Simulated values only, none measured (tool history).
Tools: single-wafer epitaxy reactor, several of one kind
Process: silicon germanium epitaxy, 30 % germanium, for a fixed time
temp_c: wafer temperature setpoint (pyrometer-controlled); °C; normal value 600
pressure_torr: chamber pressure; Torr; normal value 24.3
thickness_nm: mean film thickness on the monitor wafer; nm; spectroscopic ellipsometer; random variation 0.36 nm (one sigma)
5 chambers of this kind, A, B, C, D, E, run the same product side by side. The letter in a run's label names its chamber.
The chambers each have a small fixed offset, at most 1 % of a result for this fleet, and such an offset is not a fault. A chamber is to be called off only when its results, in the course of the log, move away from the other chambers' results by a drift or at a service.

run	day	temp_c	pressure_torr	hours since the last pyrometer calibration	hours since the last manometer calibration	read-back reference wafer on the same gauge, thickness_nm	thickness_nm
1A	0.233	600	24.3	1950.5	1935.8	65.207	63.699
2C	0.642	600	24.3	2416.2	1343.9	65.181	63.82
3E	0.992	600	24.3	1654.6	947.3	65.196	63.782
4B	1.388	600	24.3	1553.6	627.6	65.312	62.813
5D	1.6	600	24.3	774.6	1120.1	65.282	64.095
6E	2.017	600	24.3	1679.2	971.9	65.281	63.717
7A	2.279	600	24.3	1999.6	1984.9	65.24	64.024
8C	2.492	600	24.3	2460.6	1388.3	65.245	63.546
9D	2.746	600	24.3	802.1	1147.6	65.305	63.341
10B	3.075	600	24.3	1594.1	668.1	65.349	64.15
11D	3.338	600	24.3	816.3	1161.8	65.323	63.095
12C	3.533	600	24.3	2485.6	1413.3	65.354	64.266
13A	3.958	600	24.3	2039.9	2025.2	65.221	63.783
14B	4.392	600	24.3	1625.7	699.7	65.354	63.567
15E	4.692	600	24.3	1743.4	1036.1	65.291	63.9
16D	5.033	600	24.3	857	1202.5	65.316	63.602
17E	5.438	600	24.3	1761.3	1054	65.177	64.341
18C	5.838	600	24.3	2540.9	1468.6	65.242	64.284
19B	6.15	593	20.7	1667.9	741.9	65.306	52.745
# day 6.304: chamber B: pyrometer calibrated
20A	6.388	593	20.7	2098.2	2083.5	65.275	53.517
21D	6.654	593	20.7	895.9	1241.4	65.264	52.231
22C	7.104	593	20.7	2571.3	1499	65.237	52.524
23E	7.4	593	20.7	1808.4	1101.1	65.311	53.355
24B	7.667	600	24.3	32.8	778.3	65.155	63.445
# day 7.825: chamber C: pyrometer calibrated
25A	8.05	607	24.3	2138.1	2123.4	65.231	73
26D	8.3	607	24.3	935.4	1280.9	65.192	72.41
27A	8.75	607	24.3	2154.9	2140.2	65.334	72.13
28C	8.942	607	24.3	26.9	1543.1	65.271	73.202
29E	9.388	607	24.3	1856.1	1148.8	65.243	72.57
30B	9.733	600	24.3	82.4	827.9	65.217	63.267
31E	10.021	600	24.3	1871.3	1164	65.292	63.829
32C	10.275	600	24.3	58.9	1575.1	65.442	63.839
33A	10.608	600	24.3	2199.5	2184.8	65.339	63.648
34D	10.883	600	24.3	997.4	1342.9	65.224	62.988
35B	11.238	600	24.3	118.5	864	65.294	62.843
36A	11.629	600	24.3	2224	2209.3	65.277	63.773
37D	12.079	600	24.3	1026.1	1371.6	65.376	63.742

Which is it: a chamber that has drifted or been left off by a service, a gauge drift common to all chambers, or only each chamber's usual small offset? If a chamber is off, name it and its likeliest cause.

Neither any chamber nor the gauge drifts; the chambers differ only by their own small, steady offsets.

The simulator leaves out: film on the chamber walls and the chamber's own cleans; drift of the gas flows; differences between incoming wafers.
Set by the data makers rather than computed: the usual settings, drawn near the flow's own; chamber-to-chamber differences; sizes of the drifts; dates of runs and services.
